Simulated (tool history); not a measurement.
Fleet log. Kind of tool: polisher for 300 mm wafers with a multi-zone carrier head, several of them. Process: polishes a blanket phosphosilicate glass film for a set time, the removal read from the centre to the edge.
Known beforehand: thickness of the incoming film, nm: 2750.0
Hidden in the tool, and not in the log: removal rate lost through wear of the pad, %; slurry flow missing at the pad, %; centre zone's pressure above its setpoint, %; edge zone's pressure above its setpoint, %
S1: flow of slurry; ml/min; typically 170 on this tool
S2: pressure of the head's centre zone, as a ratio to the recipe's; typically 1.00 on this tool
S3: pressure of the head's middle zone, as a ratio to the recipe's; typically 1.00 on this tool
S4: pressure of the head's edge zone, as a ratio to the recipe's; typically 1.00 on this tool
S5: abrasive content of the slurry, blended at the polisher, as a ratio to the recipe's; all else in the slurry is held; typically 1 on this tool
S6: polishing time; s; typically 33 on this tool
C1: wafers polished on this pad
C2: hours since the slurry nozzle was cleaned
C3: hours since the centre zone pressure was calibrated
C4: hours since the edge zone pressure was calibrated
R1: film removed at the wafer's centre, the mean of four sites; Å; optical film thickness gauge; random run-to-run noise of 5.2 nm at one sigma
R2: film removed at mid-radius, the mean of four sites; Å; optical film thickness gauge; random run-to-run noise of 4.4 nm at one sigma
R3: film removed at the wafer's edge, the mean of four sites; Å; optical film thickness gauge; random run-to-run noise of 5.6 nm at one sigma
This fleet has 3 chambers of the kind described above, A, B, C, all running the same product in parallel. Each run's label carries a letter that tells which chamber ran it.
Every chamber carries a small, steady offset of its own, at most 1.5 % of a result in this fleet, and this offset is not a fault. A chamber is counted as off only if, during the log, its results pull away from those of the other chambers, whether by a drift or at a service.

run	hour	S1	S2	S3	S4	S5	S6	C1	C2	C3	C4	R1	R2	R3
1B	3.1	170	1.00	1.00	1.00	1	33	295	612.8	388.7	862.6	3986.2	3945.2	3836.1
2A	5.8	170	1.00	1.00	1.00	1	33	372	801.3	21.7	18.3	3947.3	3934.8	3853.0
3C	10.5	170	1.00	1.00	1.00	1	33	561	236.2	242.4	960.2	3902.0	3904.4	3897.7
4C	14.5	170	1.00	1.00	1.00	1	33	594	240.2	246.4	964.2	3935.6	3927.5	3924.9
5B	17.6	170	1.00	1.00	1.00	1	33	415	627.3	403.2	877.1	3931.8	3934.1	3917.0
6A	22.0	170	1.00	1.00	1.00	1	33	506	817.5	37.9	34.5	3895.8	3893.2	3869.7
7C	25.6	170	1.00	1.00	1.00	1	33	685	251.3	257.5	975.3	3920.1	3906.6	3808.0
8A	29.5	170	1.00	1.00	1.00	1	33	568	825.0	45.4	42.0	3810.8	3793.4	3886.0
9B	34.4	170	1.00	1.00	1.00	1	33	553	644.1	420.0	893.9	3783.3	3882.9	3773.3
10B	38.3	170	1.00	1.00	1.00	1	33	586	648.0	423.9	897.8	3928.1	3929.8	3880.6
11A	41.9	170	1.00	1.00	1.00	1	33	671	837.4	57.8	54.4	3718.9	3719.5	3791.2
12C	44.1	170	1.00	1.00	1.00	1	33	838	269.8	276.0	993.8	3895.2	3863.6	3955.1
13C	47.0	170	1.00	1.00	1.00	1	33	862	272.7	278.9	996.7	3825.0	3880.9	3934.1
14A	50.1	170	1.00	0.92	1.00	1	24	738	845.6	66.0	62.6	2680.3	2503.9	2769.0
# hour 54.4: chamber B: slurry nozzle cleaned
15B	55.0	170	1.00	0.92	1.00	1	24	724	0.6	440.6	914.5	2786.0	2609.0	2807.9
16A	58.6	170	1.00	0.92	1.00	1	24	809	854.1	74.5	71.1	2701.8	2497.5	2673.5
17C	61.6	170	1.00	1.00	0.91	1	24	983	287.3	293.5	1011.3	2792.0	2863.7	2619.2
18B	63.7	170	1.00	1.00	0.91	1	24	796	9.3	449.3	923.2	2823.2	2840.6	2700.1
19B	66.5	170	1.00	1.00	0.91	1	24	819	12.1	452.1	926.0	2803.4	2873.5	2658.0
# hour 70.4: chamber C: worn pad replaced by a new one
20C	70.8	195	1.00	1.04	1.00	1	33	3	296.5	302.7	1020.5	3984.3	4074.6	3896.7
21A	74.9	195	1.00	1.04	1.00	1	33	943	870.4	90.8	87.4	3662.2	3688.6	3610.6
22C	78.3	195	1.00	1.04	1.00	1	33	65	304.0	310.2	1028.0	3892.5	4134.5	3976.4
23A	81.6	170	0.95	1.00	1.07	1	33	999	877.1	97.5	94.1	3234.6	3542.4	3641.2

Predict what each chamber gives when all 3 of them run the settings below next.
24A	85.1	170	1.00	1.00	1.00	1	33					?	?	?
24B	85.1	170	1.00	1.00	1.00	1	33					?	?	?
24C	85.1	170	1.00	1.00	1.00	1	33					?	?	?

run	R1	R2	R3
24A	3416.5	3443.3	3488.2
24B	3857.7	3895.7	3806.3
24C	3865.9	3925.1	3908.4
